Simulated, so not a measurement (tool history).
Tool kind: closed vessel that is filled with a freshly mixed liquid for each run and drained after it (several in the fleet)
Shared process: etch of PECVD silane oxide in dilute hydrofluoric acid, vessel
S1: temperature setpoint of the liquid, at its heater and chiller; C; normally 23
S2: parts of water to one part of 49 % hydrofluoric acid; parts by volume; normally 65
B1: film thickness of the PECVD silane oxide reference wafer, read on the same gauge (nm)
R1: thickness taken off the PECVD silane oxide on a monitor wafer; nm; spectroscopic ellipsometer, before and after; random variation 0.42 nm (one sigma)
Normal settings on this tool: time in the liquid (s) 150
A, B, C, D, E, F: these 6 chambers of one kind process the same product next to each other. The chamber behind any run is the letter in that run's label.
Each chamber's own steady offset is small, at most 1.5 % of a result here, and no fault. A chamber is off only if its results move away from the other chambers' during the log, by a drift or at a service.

Run 1D, hour 4.0: usual settings; B1 80.013. Result: R1 46.302 nm.
Run 2F, hour 12.3: usual settings; B1 79.991. Result: R1 47.663 nm.
Run 3A, hour 18.5: usual settings; B1 79.966. Result: R1 47.782 nm.
Run 4B, hour 24.5: usual settings; B1 80.068. Result: R1 47.213 nm.
Run 5E, hour 32.6: usual settings; B1 79.997. Result: R1 47.932 nm.
Run 6C, hour 37.0: usual settings; B1 80.031. Result: R1 47.698 nm.
Run 7C, hour 45.3: usual settings; B1 79.957. Result: R1 47.421 nm.
Run 8A, hour 53.4: usual settings; B1 80.025. Result: R1 46.810 nm.
Run 9D, hour 60.9: usual settings; B1 80.005. Result: R1 46.625 nm.
At hour 61.2: chamber B: hydrofluoric acid flow meter replaced.
Run 10E, hour 66.8: usual settings; B1 80.014. Result: R1 47.770 nm.
Run 11F, hour 71.6: usual settings but S2 85 parts by volume; B1 80.018. Result: R1 35.396 nm.
Run 12B, hour 75.6: usual settings but S2 85 parts by volume; B1 80.014. Result: R1 35.612 nm.
Run 13B, hour 81.9: usual settings but S2 85 parts by volume; B1 79.998. Result: R1 36.530 nm.
Run 14A, hour 87.3: usual settings but S2 85 parts by volume; B1 79.964. Result: R1 36.400 nm.
Run 15E, hour 95.2: usual settings but S2 85 parts by volume; B1 79.962. Result: R1 35.607 nm.
Run 16F, hour 102.4: usual settings but S2 85 parts by volume; B1 79.973. Result: R1 35.364 nm.
Run 17D, hour 108.1: usual settings; B1 79.963. Result: R1 47.358 nm.
Run 18C, hour 115.2: usual settings; B1 80.034. Result: R1 47.504 nm.
Run 19A, hour 119.3: usual settings; B1 79.975. Result: R1 48.058 nm.
Run 20E, hour 127.0: usual settings; B1 80.000. Result: R1 47.807 nm.
Run 21D, hour 132.6: usual settings; B1 79.967. Result: R1 46.975 nm.
Run 22C, hour 139.2: usual settings; B1 80.060. Result: R1 47.577 nm.
Run 23F, hour 143.0: usual settings but S2 45 parts by volume; B1 79.949. Result: R1 70.201 nm.
Run 24B, hour 147.4: usual settings but S2 45 parts by volume; B1 79.990. Result: R1 71.776 nm.
Run 25E, hour 152.4: usual settings but S2 45 parts by volume; B1 80.030. Result: R1 70.632 nm.
Run 26A, hour 156.5: usual settings but S2 45 parts by volume; B1 79.978. Result: R1 72.176 nm.
Run 27D, hour 160.9: usual settings but S2 45 parts by volume; B1 79.992. Result: R1 70.357 nm.
Run 28F, hour 167.2: usual settings but S2 45 parts by volume; B1 80.001. Result: R1 69.740 nm.
Run 29B, hour 173.8: usual settings; B1 79.969. Result: R1 47.651 nm.
Run 30C, hour 180.8: usual settings; B1 80.004. Result: R1 47.719 nm.
Run 31F, hour 188.9: usual settings but S2 75 parts by volume, time in the liquid (s) 120; B1 79.984. Result: R1 32.376 nm.
Run 32B, hour 192.8: usual settings but S2 75 parts by volume, time in the liquid (s) 120; B1 80.003. Result: R1 33.281 nm.
Run 33D, hour 196.4: usual settings but S2 75 parts by volume, time in the liquid (s) 120; B1 80.002. Result: R1 32.632 nm.
Run 34A, hour 203.7: usual settings but S2 75 parts by volume, time in the liquid (s) 120; B1 80.037. Result: R1 32.543 nm.
Run 35E, hour 209.8: usual settings but S2 75 parts by volume, time in the liquid (s) 120; B1 79.981. Result: R1 32.827 nm.
Run 36C, hour 217.4: usual settings but S2 75 parts by volume, time in the liquid (s) 120; B1 79.987. Result: R1 32.824 nm.
Run 37A, hour 222.5: usual settings but S2 95 parts by volume, time in the liquid (s) 200; B1 80.011. Result: R1 42.444 nm.

Does one chamber stand apart from the rest, does the shared gauge drift, or is all well apart from small per-chamber offsets? Give the chamber and the most likely cause, where there is one.

No chamber is off and the gauge is stable; the differences are just each chamber's small, constant offset.
